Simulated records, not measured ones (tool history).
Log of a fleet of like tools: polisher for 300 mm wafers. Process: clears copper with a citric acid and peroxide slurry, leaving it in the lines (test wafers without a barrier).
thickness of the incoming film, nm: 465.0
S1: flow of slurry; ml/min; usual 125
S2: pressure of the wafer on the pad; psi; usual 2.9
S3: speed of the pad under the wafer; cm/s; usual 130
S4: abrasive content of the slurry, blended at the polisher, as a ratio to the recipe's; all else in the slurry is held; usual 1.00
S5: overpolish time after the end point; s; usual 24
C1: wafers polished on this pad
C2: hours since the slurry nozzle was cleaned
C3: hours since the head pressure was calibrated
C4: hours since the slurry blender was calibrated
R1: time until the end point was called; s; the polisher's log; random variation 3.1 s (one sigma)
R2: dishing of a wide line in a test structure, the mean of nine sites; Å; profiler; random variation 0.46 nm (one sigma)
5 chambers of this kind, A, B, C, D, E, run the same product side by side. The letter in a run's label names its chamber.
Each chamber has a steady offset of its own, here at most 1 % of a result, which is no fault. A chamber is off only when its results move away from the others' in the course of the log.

| run | hour | S1 | S2 | S3 | S4 | S5 | C1 | C2 | C3 | C4 | R1 | R2 |
|---|---|---|---|---|---|---|---|---|---|---|---|---|
|  | 7.4 | chamber C: worn pad replaced by a new one |
| 1B | 9.5 | 125 | 2.9 | 130 | 1.00 | 24 | 420 | 483.8 | 294.7 | 81.8 | 191.81 | 329.77 |
|  | 10.7 | chamber C: head pressure recalibrated |
|  | 16.1 | chamber C: slurry blender recalibrated |
| 2E | 17.4 | 125 | 2.9 | 130 | 1.00 | 24 | 712 | 799.7 | 528.0 | 219.6 | 203.08 | 325.98 |
| 3D | 22.9 | 125 | 2.9 | 130 | 1.00 | 24 | 154 | 521.1 | 310.8 | 75.4 | 194.89 | 322.64 |
| 4A | 28.6 | 125 | 2.9 | 130 | 1.00 | 24 | 227 | 412.7 | 532.2 | 277.7 | 194.49 | 329.38 |
|  | 33.7 | chamber E: slurry blender recalibrated |
|  | 35.2 | chamber E: slurry nozzle cleaned |
| 5C | 36.0 | 125 | 2.9 | 170 | 1.00 | 24 | 114 | 404.4 | 25.3 | 19.9 | 146.29 | 391.04 |
| 6B | 43.1 | 125 | 2.9 | 170 | 1.00 | 24 | 554 | 517.4 | 328.3 | 115.4 | 145.94 | 390.35 |
| 7E | 47.4 | 125 | 2.9 | 170 | 1.00 | 24 | 832 | 12.2 | 558.0 | 13.7 | 150.69 | 399.58 |
| 8D | 56.3 | 125 | 2.9 | 170 | 1.00 | 24 | 287 | 554.5 | 344.2 | 108.8 | 142.93 | 394.69 |
|  | 58.5 | chamber A: slurry blender recalibrated |
| 9A | 64.7 | 125 | 2.9 | 170 | 1.00 | 24 | 371 | 448.8 | 568.3 | 6.2 | 149.10 | 387.52 |
|  | 72.5 | chamber D: slurry blender recalibrated |
| 10C | 73.0 | 125 | 2.9 | 130 | 1.00 | 24 | 261 | 441.4 | 62.3 | 56.9 | 193.59 | 329.82 |
|  | 75.8 | chamber D: slurry nozzle cleaned |
| 11C | 77.2 | 125 | 2.9 | 130 | 1.00 | 24 | 278 | 445.6 | 66.5 | 61.1 | 191.88 | 331.96 |
| 12B | 84.5 | 125 | 2.9 | 130 | 1.00 | 24 | 719 | 558.8 | 369.7 | 156.8 | 193.53 | 335.68 |
| 13E | 93.4 | 125 | 2.9 | 130 | 1.00 | 24 | 1015 | 58.2 | 604.0 | 59.7 | 197.72 | 328.13 |
| 14D | 98.2 | 125 | 2.9 | 92 | 1.10 | 24 | 454 | 22.4 | 386.1 | 25.8 | 264.64 | 266.62 |
| 15A | 102.9 | 125 | 2.9 | 92 | 1.10 | 24 | 524 | 487.0 | 606.5 | 44.4 | 268.48 | 267.27 |
|  | 103.9 | chamber B: slurry blender recalibrated |
|  | 106.6 | chamber E: worn pad replaced by a new one |
| 16A | 108.6 | 125 | 2.9 | 92 | 1.10 | 24 | 546 | 492.7 | 612.2 | 50.1 | 270.62 | 260.13 |
| 17D | 114.3 | 125 | 2.9 | 92 | 1.10 | 24 | 518 | 38.5 | 402.2 | 41.9 | 268.62 | 267.18 |
| 18B | 123.2 | 125 | 2.9 | 92 | 1.10 | 24 | 874 | 597.5 | 408.4 | 19.3 | 267.53 | 259.33 |
| 19E | 127.5 | 125 | 2.9 | 130 | 1.00 | 24 | 83 | 92.3 | 638.1 | 93.8 | 192.93 | 334.25 |
| 20C | 134.5 | 125 | 2.2 | 130 | 1.25 | 24 | 506 | 502.9 | 123.8 | 118.4 | 238.46 | 278.32 |
| 21E | 140.1 | 125 | 2.2 | 130 | 1.25 | 24 | 133 | 104.9 | 650.7 | 106.4 | 241.70 | 276.77 |
|  | 140.7 | chamber B: slurry nozzle cleaned |
|  | 142.9 | chamber B: worn pad replaced by a new one |
| 22A | 146.0 | 125 | 2.2 | 130 | 1.25 | 24 | 695 | 530.1 | 649.6 | 87.5 | 252.39 | 279.35 |
|  | 152.5 | chamber A: head pressure recalibrated |
| 23C | 155.3 | 125 | 2.2 | 130 | 1.25 | 24 | 589 | 523.7 | 144.6 | 139.2 | 237.96 | 284.07 |
|  | 159.9 | chamber E: head pressure recalibrated |
| 24B | 162.7 | 125 | 2.2 | 130 | 1.25 | 24 | 78 | 22.0 | 447.9 | 58.8 | 240.70 | 279.04 |
| 25D | 170.1 | 80 | 2.9 | 130 | 1.00 | 24 | 741 | 94.3 | 458.0 | 97.7 | 218.21 | 304.32 |
| 26E | 179.3 | 80 | 2.9 | 130 | 1.00 | 24 | 289 | 144.1 | 19.4 | 145.6 | 219.02 | 306.99 |
| 27C | 184.1 | 80 | 2.9 | 130 | 1.00 | 24 | 704 | 552.5 | 173.4 | 168.0 | 213.08 | 305.13 |
| 28A | 190.6 | 80 | 2.9 | 130 | 1.00 | 24 | 873 | 574.7 | 38.2 | 132.1 | 219.12 | 303.59 |
|  | 193.3 | chamber D: slurry blender recalibrated |
|  | 193.3 | chamber A: slurry nozzle cleaned |
| 29D | 196.4 | 80 | 2.9 | 130 | 1.00 | 24 | 846 | 120.6 | 484.3 | 3.1 | 214.11 | 317.09 |
| 30B | 202.1 | 125 | 2.9 | 130 | 1.00 | 24 | 236 | 61.4 | 487.3 | 98.2 | 195.25 | 329.12 |
| 31C | 208.5 | 125 | 2.9 | 130 | 1.00 | 24 | 801 | 576.9 | 197.8 | 192.4 | 195.32 | 326.48 |
|  | 217.0 | chamber A: worn pad replaced by a new one |
| 32E | 217.9 | 125 | 2.9 | 130 | 1.00 | 24 | 443 | 182.7 | 58.0 | 184.2 | 199.04 | 332.61 |
| 33B | 223.7 | 125 | 2.2 | 130 | 1.00 | 24 | 322 | 83.0 | 508.9 | 119.8 | 249.65 | 269.82 |
| 34D | 233.2 | 125 | 2.2 | 130 | 1.00 | 24 | 992 | 157.4 | 521.1 | 39.9 | 256.52 | 272.65 |
| 35A | 241.8 | 125 | 2.2 | 130 | 1.00 | 24 | 99 | 48.6 | 89.4 | 183.3 | 256.74 | 266.69 |

Next, every chamber runs the same settings. What will each give?
| 36A | 248.7 | 100 | 2.9 | 130 | 1.00 | 24 |  |  |  |  | ? | ? |
| 36B | 248.7 | 100 | 2.9 | 130 | 1.00 | 24 |  |  |  |  | ? | ? |
| 36C | 248.7 | 100 | 2.9 | 130 | 1.00 | 24 |  |  |  |  | ? | ? |
| 36D | 248.7 | 100 | 2.9 | 130 | 1.00 | 24 |  |  |  |  | ? | ? |
| 36E | 248.7 | 100 | 2.9 | 130 | 1.00 | 24 |  |  |  |  | ? | ? |

| run | R1 | R2 |
|---|---|---|
| 36A | 202.35 | 320.94 |
| 36B | 201.68 | 322.23 |
| 36C | 200.28 | 314.82 |
| 36D | 208.02 | 328.89 |
| 36E | 210.51 | 316.04 |
